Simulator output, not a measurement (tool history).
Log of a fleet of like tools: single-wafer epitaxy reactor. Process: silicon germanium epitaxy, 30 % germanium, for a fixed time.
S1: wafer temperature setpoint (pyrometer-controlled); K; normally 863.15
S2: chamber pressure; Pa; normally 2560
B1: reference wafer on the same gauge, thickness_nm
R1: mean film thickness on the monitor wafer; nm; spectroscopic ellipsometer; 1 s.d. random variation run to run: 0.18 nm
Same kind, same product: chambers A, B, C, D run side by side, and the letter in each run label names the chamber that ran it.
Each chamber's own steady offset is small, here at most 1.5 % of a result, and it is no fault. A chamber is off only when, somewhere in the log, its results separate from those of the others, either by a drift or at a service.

Run 1A, hour 3.7: usual settings; B1 51.250. Result: R1 47.876 nm.
Run 2C, hour 7.3: usual settings; B1 51.265. Result: R1 48.654 nm.
Run 3D, hour 10.2: usual settings; B1 51.300. Result: R1 48.129 nm.
Run 4B, hour 13.5: usual settings; B1 51.289. Result: R1 48.528 nm.
Run 5D, hour 17.1: usual settings; B1 51.297. Result: R1 48.427 nm.
Run 6C, hour 19.3: usual settings but S1 853.15 K, S2 2840 Pa; B1 51.274. Result: R1 42.118 nm.
Run 7B, hour 21.3: usual settings but S1 853.15 K, S2 2840 Pa; B1 51.263. Result: R1 41.500 nm.
Run 8A, hour 25.5: usual settings but S1 853.15 K, S2 2840 Pa; B1 51.324. Result: R1 41.602 nm.
Run 9A, hour 29.7: usual settings but S1 853.15 K, S2 2840 Pa; B1 51.286. Result: R1 41.275 nm.
Run 10C, hour 32.9: usual settings; B1 51.256. Result: R1 48.648 nm.
Run 11B, hour 37.0: usual settings; B1 51.326. Result: R1 48.544 nm.
Run 12D, hour 38.8: usual settings; B1 51.325. Result: R1 48.235 nm.
Run 13A, hour 41.4: usual settings; B1 51.291. Result: R1 47.919 nm.
Run 14C, hour 45.0: usual settings but S1 855.15 K; B1 51.300. Result: R1 41.796 nm.
Run 15B, hour 49.2: usual settings but S1 855.15 K; B1 51.269. Result: R1 41.467 nm.
Run 16D, hour 52.3: usual settings but S1 855.15 K; B1 51.337. Result: R1 42.018 nm.
Run 17B, hour 56.6: usual settings but S1 855.15 K; B1 51.269. Result: R1 41.356 nm.
Run 18C, hour 59.9: usual settings; B1 51.317. Result: R1 48.673 nm.
Run 19D, hour 62.1: usual settings; B1 51.291. Result: R1 49.098 nm.
Run 20A, hour 64.9: usual settings; B1 51.291. Result: R1 47.762 nm.
Run 21C, hour 68.1: usual settings; B1 51.230. Result: R1 48.815 nm.
At hour 70.5: chamber D: capacitance manometer re-zeroed and calibrated.
Run 22D, hour 71.6: usual settings; B1 51.274. Result: R1 49.116 nm.
Run 23A, hour 74.3: usual settings; B1 51.314. Result: R1 47.900 nm.
Run 24B, hour 76.6: usual settings; B1 51.274. Result: R1 48.089 nm.
Run 25D, hour 80.0: usual settings; B1 51.287. Result: R1 49.326 nm.
Run 26B, hour 83.5: usual settings but S1 874.15 K, S2 2986 Pa; B1 51.227. Result: R1 62.757 nm.
Run 27A, hour 87.1: usual settings but S1 874.15 K, S2 2986 Pa; B1 51.275. Result: R1 62.308 nm.
Run 28C, hour 90.5: usual settings but S1 874.15 K, S2 2986 Pa; B1 51.325. Result: R1 63.481 nm.
Run 29D, hour 93.5: usual settings but S1 874.15 K, S2 2986 Pa; B1 51.235. Result: R1 64.835 nm.
Run 30A, hour 97.2: usual settings; B1 51.330. Result: R1 48.050 nm.
Run 31B, hour 99.1: usual settings; B1 51.294. Result: R1 48.181 nm.
Run 32C, hour 101.8: usual settings; B1 51.324. Result: R1 48.672 nm.
Run 33C, hour 106.1: usual settings but S1 850.15 K, S2 3106 Pa; B1 51.256. Result: R1 40.911 nm.
Run 34D, hour 108.1: usual settings but S1 850.15 K, S2 3106 Pa; B1 51.288. Result: R1 42.455 nm.
Run 35B, hour 112.0: usual settings but S1 850.15 K, S2 3106 Pa; B1 51.276. Result: R1 40.446 nm.
Run 36A, hour 114.7: usual settings but S1 850.15 K, S2 3106 Pa; B1 51.239. Result: R1 40.714 nm.
Run 37A, hour 116.9: usual settings; B1 51.313. Result: R1 48.029 nm.
Run 38B, hour 120.7: usual settings; B1 51.298. Result: R1 48.635 nm.

All 4 chambers run these settings next. Forecast each chamber's results:
Run 39A, hour 123.8: usual settings. Result: R1 ?.
Run 39B, hour 123.8: usual settings. Result: R1 ?.
Run 39C, hour 123.8: usual settings. Result: R1 ?.
Run 39D, hour 123.8: usual settings. Result: R1 ?.

run      R1
39A  48.079
39B  48.541
39C  48.761
39D  50.893
